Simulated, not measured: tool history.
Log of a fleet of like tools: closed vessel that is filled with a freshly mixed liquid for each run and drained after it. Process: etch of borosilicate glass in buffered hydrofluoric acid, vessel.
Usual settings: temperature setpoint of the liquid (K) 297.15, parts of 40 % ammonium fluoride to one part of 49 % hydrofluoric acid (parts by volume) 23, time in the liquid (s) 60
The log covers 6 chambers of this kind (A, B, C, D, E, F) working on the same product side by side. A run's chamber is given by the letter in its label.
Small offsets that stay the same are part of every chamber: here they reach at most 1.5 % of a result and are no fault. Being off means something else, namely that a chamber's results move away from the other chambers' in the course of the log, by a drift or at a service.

| run | day | temperature setpoint of the liquid (K) | parts of 40 % ammonium fluoride to one part of 49 % hydrofluoric acid (parts by volume) | time in the liquid (s) | hours since the thermometer was replaced | hours since the hydrofluoric acid flow meter was replaced | read-back film thickness of the borosilicate glass reference wafer, read on the same gauge (nm) | thickness taken off the borosilicate glass on a monitor wafer (angstrom) |
|---|---|---|---|---|---|---|---|---|
| 1D | 0.233 | 297.15 | 23 | 60 | 1336.2 | 298.8 | 150.03 | 352.45 |
| 2E | 0.350 | 297.15 | 23 | 60 | 781.1 | 229.3 | 150.07 | 346.26 |
| 3F | 0.458 | 297.15 | 23 | 60 | 1330.6 | 405.2 | 149.99 | 341.74 |
| 4A | 0.596 | 297.15 | 23 | 60 | 701.4 | 367.6 | 150.08 | 346.66 |
| 5C | 0.767 | 297.15 | 23 | 60 | 665.1 | 716.3 | 149.99 | 343.06 |
| 6B | 0.917 | 297.15 | 23 | 60 | 747.5 | 1075.8 | 149.95 | 345.07 |
| 7F | 1.058 | 297.15 | 23 | 60 | 1345.0 | 419.6 | 150.04 | 343.44 |
| 8D | 1.246 | 297.15 | 23 | 60 | 1360.5 | 323.1 | 150.03 | 345.32 |
| 9A | 1.488 | 297.15 | 28 | 60 | 722.8 | 389.0 | 150.03 | 299.59 |
| 10B | 1.692 | 297.15 | 28 | 60 | 766.1 | 1094.4 | 149.98 | 300.20 |
| 11E | 1.842 | 297.15 | 28 | 60 | 816.9 | 265.1 | 149.98 | 299.56 |
| 12C | 1.950 | 297.15 | 28 | 60 | 693.5 | 744.7 | 149.97 | 297.34 |
| 13F | 2.112 | 297.15 | 28 | 60 | 1370.3 | 444.9 | 150.05 | 297.64 |
| 14A | 2.312 | 297.15 | 28 | 60 | 742.6 | 408.8 | 150.00 | 303.39 |
|  | 2.425 | chamber F: thermometer replaced |
| 15E | 2.475 | 297.15 | 23 | 60 | 832.1 | 280.3 | 150.01 | 341.75 |
| 16C | 2.692 | 297.15 | 23 | 60 | 711.3 | 762.5 | 150.05 | 342.64 |
| 17B | 2.829 | 297.15 | 23 | 60 | 793.4 | 1121.7 | 150.01 | 342.56 |
| 18D | 3.075 | 294.65 | 23 | 60 | 1404.4 | 367.0 | 149.99 | 301.58 |
| 19C | 3.292 | 294.65 | 23 | 60 | 725.7 | 776.9 | 149.99 | 297.25 |
| 20D | 3.442 | 294.65 | 23 | 60 | 1413.2 | 375.8 | 150.00 | 300.01 |
| 21A | 3.658 | 294.65 | 23 | 60 | 774.9 | 441.1 | 149.99 | 302.26 |
| 22E | 3.812 | 294.65 | 23 | 60 | 864.2 | 312.4 | 150.04 | 301.06 |
| 23B | 3.954 | 294.65 | 23 | 60 | 820.4 | 1148.7 | 150.02 | 300.45 |
| 24F | 4.112 | 297.15 | 23 | 60 | 40.6 | 492.9 | 150.03 | 343.29 |
| 25B | 4.258 | 297.15 | 23 | 60 | 827.7 | 1156.0 | 149.99 | 342.94 |
| 26A | 4.375 | 297.15 | 23 | 60 | 792.1 | 458.3 | 150.04 | 350.78 |
| 27C | 4.529 | 297.15 | 23 | 60 | 755.4 | 806.6 | 150.03 | 339.73 |
| 28D | 4.712 | 297.15 | 23 | 60 | 1443.7 | 406.3 | 150.04 | 345.55 |
| 29F | 4.925 | 297.15 | 23 | 60 | 60.1 | 512.4 | 149.95 | 337.32 |
| 30E | 5.079 | 297.15 | 23 | 60 | 894.6 | 342.8 | 150.00 | 347.81 |
| 31A | 5.304 | 297.15 | 23 | 60 | 814.4 | 480.6 | 150.00 | 343.35 |
| 32F | 5.442 | 297.15 | 23 | 60 | 72.5 | 524.8 | 149.97 | 342.50 |
| 33B | 5.638 | 297.15 | 23 | 60 | 860.8 | 1189.1 | 150.01 | 344.23 |
| 34E | 5.808 | 297.15 | 23 | 60 | 912.1 | 360.3 | 150.01 | 343.15 |
| 35C | 5.950 | 297.15 | 23 | 60 | 789.5 | 840.7 | 150.03 | 346.84 |
| 36D | 6.175 | 297.15 | 23 | 60 | 1478.8 | 441.4 | 150.03 | 347.51 |
| 37F | 6.296 | 297.15 | 23 | 60 | 93.0 | 545.3 | 149.98 | 345.91 |
| 38E | 6.504 | 297.15 | 23 | 60 | 928.8 | 377.0 | 149.96 | 347.91 |
| 39D | 6.650 | 297.15 | 23 | 60 | 1490.2 | 452.8 | 149.97 | 342.17 |
| 40B | 6.796 | 297.15 | 23 | 60 | 888.6 | 1216.9 | 149.99 | 343.05 |
| 41A | 6.962 | 297.15 | 23 | 60 | 854.2 | 520.4 | 150.00 | 349.23 |
| 42C | 7.200 | 299.15 | 23 | 60 | 819.5 | 870.7 | 150.04 | 374.71 |
| 43C | 7.404 | 299.15 | 23 | 60 | 824.4 | 875.6 | 150.05 | 379.69 |

All chambers now run identical settings, listed one chamber a line with results as question marks. What results will each chamber show?
| 44A | 7.579 | 297.15 | 23 | 60 |  |  |  | ? |
| 44B | 7.579 | 297.15 | 23 | 60 |  |  |  | ? |
| 44C | 7.579 | 297.15 | 23 | 60 |  |  |  | ? |
| 44D | 7.579 | 297.15 | 23 | 60 |  |  |  | ? |
| 44E | 7.579 | 297.15 | 23 | 60 |  |  |  | ? |
| 44F | 7.579 | 297.15 | 23 | 60 |  |  |  | ? |

| run | thickness taken off the borosilicate glass on a monitor wafer (angstrom) |
|---|---|
| 44A | 348.84 |
| 44B | 344.82 |
| 44C | 343.32 |
| 44D | 342.71 |
| 44E | 344.37 |
| 44F | 339.95 |
